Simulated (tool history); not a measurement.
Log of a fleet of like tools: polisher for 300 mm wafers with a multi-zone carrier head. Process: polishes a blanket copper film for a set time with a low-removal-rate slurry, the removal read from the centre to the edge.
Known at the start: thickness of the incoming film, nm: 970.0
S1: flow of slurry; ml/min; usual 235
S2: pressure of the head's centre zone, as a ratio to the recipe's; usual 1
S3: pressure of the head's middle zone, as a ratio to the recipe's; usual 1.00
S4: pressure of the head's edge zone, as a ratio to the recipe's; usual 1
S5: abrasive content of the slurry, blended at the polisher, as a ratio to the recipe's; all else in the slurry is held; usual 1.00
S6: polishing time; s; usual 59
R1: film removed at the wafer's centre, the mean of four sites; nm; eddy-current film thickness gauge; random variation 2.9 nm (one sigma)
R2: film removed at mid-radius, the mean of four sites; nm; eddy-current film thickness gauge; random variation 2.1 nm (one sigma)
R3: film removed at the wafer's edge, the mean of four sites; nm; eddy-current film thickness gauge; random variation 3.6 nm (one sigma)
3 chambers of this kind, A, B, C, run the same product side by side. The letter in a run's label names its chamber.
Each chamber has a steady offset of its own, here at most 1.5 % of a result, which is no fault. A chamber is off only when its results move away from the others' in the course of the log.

run,hour,S1,S2,S3,S4,S5,S6,R1,R2,R3
1B,4.3,235,1,1.00,1,1.00,59,276.44,273.45,274.36
# hour 8.0: chamber C: worn pad replaced by a new one
2C,10.5,235,1,1.00,1,1.00,59,269.37,274.16,272.83
3A,18.2,235,1,1.00,1,1.00,59,274.87,271.62,274.83
4C,25.9,235,1,1.00,1,1.00,59,269.67,279.00,278.67
5A,31.7,235,1,1.00,1,1.00,59,272.07,269.20,270.64
# hour 32.4: chamber B: worn pad replaced by a new one
6B,36.2,235,1,1.00,1,1.00,59,268.75,273.25,267.97
7A,40.6,235,1,1.00,1,1.00,59,274.01,272.71,272.63
8B,47.5,235,1,1.00,1,1.00,59,265.41,274.56,271.14
# hour 51.5: chamber B: slurry nozzle cleaned
# hour 52.7: chamber A: worn pad replaced by a new one
9C,54.1,235,1,1.00,1,1.00,59,272.80,272.89,280.04
10C,61.5,235,1,1.00,1,1.00,59,268.55,277.84,273.44
# hour 63.0: chamber B: centre zone pressure recalibrated
# hour 64.3: chamber C: worn pad replaced by a new one
11A,65.5,235,1,1.00,1,1.00,59,271.77,277.13,276.04
12B,70.9,235,1,1.06,1,0.85,59,257.85,277.53,261.32
13C,77.7,235,1,1.06,1,0.85,59,267.03,276.66,266.22
14B,83.2,235,1,1.06,1,0.85,59,261.67,278.99,260.11
# hour 87.2: chamber B: worn pad replaced by a new one
15A,88.6,235,1,1.00,1,1.00,59,279.16,271.72,276.86
16B,92.7,235,1,1.00,1,1.00,59,272.62,271.89,269.07
17A,96.5,235,1,1.00,1,1.00,59,278.19,274.36,271.99
18C,101.9,235,1,1.00,1,1.00,59,274.27,270.86,273.62
# hour 104.8: chamber A: worn pad replaced by a new one
19A,108.2,235,1,1.00,1,1.00,59,278.16,271.57,275.35
20C,111.7,235,1,1.09,1,1.00,59,268.74,296.01,277.28
# hour 115.0: chamber C: worn pad replaced by a new one
21B,118.3,235,1,1.09,1,1.00,59,269.69,298.01,269.55
22A,125.1,235,1,1.09,1,1.00,59,276.79,292.01,273.31
23B,131.2,235,1,1.00,1,1.00,59,268.10,274.84,272.09
24C,134.7,235,1,1.00,1,0.85,70,312.39,316.33,314.63
25B,140.0,235,1,1.00,1,0.85,70,317.93,316.92,310.46
26C,147.5,235,1,1.00,1,0.85,70,307.23,311.53,317.85
27A,152.6,235,1,1.00,1,1.00,59,275.24,273.32,273.58

Next, every chamber runs the same settings. What will each give?
28A,158.2,185,1,1.00,1,1.00,59,?,?,?
28B,158.2,185,1,1.00,1,1.00,59,?,?,?
28C,158.2,185,1,1.00,1,1.00,59,?,?,?

run,R1,R2,R3
28A,261.77,267.94,266.70
28B,264.71,262.17,263.59
28C,258.37,263.25,268.84
